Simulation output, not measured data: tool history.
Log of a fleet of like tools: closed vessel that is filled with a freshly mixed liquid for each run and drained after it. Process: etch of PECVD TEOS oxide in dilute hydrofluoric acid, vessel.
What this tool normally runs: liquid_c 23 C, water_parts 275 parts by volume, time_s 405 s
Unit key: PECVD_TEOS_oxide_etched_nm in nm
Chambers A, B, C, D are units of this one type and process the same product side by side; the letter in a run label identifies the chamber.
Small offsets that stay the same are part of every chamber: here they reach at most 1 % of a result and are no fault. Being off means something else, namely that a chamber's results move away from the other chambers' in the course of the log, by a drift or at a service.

run   hour  liquid_c  water_parts  time_s  read-back film thickness of the PECVD TEOS oxide reference wafer, read on the same gauge (nm)  PECVD_TEOS_oxide_etched_nm
 1B    4.3        23          275     405                                                                                         139.98                     12.2890
 2C    7.0        23          275     405                                                                                         139.99                     12.4090
 3D   12.5        23          275     405                                                                                         139.97                     12.3250
 4A   17.9        23          275     405                                                                                         140.04                     12.1780
 5D   22.7        23          275     405                                                                                         140.03                     12.4230
 6C   28.1        23          395     250                                                                                         139.98                      4.7264
 7A   33.0        23          395     250                                                                                         140.02                      4.6013
 8B   37.9        23          395     250                                                                                         140.03                      4.7556
 9B   42.5        23          395     250                                                                                         140.02                      4.7340
10A   45.3        23          275     405                                                                                         139.97                     12.2820
11C   50.8        23          275     405                                                                                         140.00                     12.1050
12D   54.3        23          275     405                                                                                         140.02                     12.2060
13C   59.4        23          275     405                                                                                         140.02                     11.9960
14B   65.1        23          275     405                                                                                         140.01                     12.3930
15A   67.8        23          275     205                                                                                         140.00                      6.0933
16D   72.3        23          275     205                                                                                         139.98                      6.2305
17C   76.4        23          275     205                                                                                         140.01                      6.0894
18B   79.0        23          275     205                                                                                         140.00                      6.2253
19D   83.2        23          275     405                                                                                         140.02                     12.3990
20A   87.0        23          275     405                                                                                         140.00                     12.1950
      87.2  -- chamber A: hydrofluoric acid flow meter replaced
21A   92.2        23          275     405                                                                                         140.04                     12.3770
22B   96.1        23          275     405                                                                                         139.99                     12.2500
23C  101.6        23          275     405                                                                                         140.00                     11.7460
24D  104.7        23          275     405                                                                                         140.03                     12.5460

For the next run the whole fleet of 4 chambers uses the same settings. Give each chamber's results:
25A  108.8        23          345     405                                                                                                                          ?
25B  108.8        23          345     405                                                                                                                          ?
25C  108.8        23          345     405                                                                                                                          ?
25D  108.8        23          345     405                                                                                                                          ?

run  PECVD_TEOS_oxide_etched_nm
25A                      9.1695
25B                      9.2034
25C                      8.7572
25D                      9.3082

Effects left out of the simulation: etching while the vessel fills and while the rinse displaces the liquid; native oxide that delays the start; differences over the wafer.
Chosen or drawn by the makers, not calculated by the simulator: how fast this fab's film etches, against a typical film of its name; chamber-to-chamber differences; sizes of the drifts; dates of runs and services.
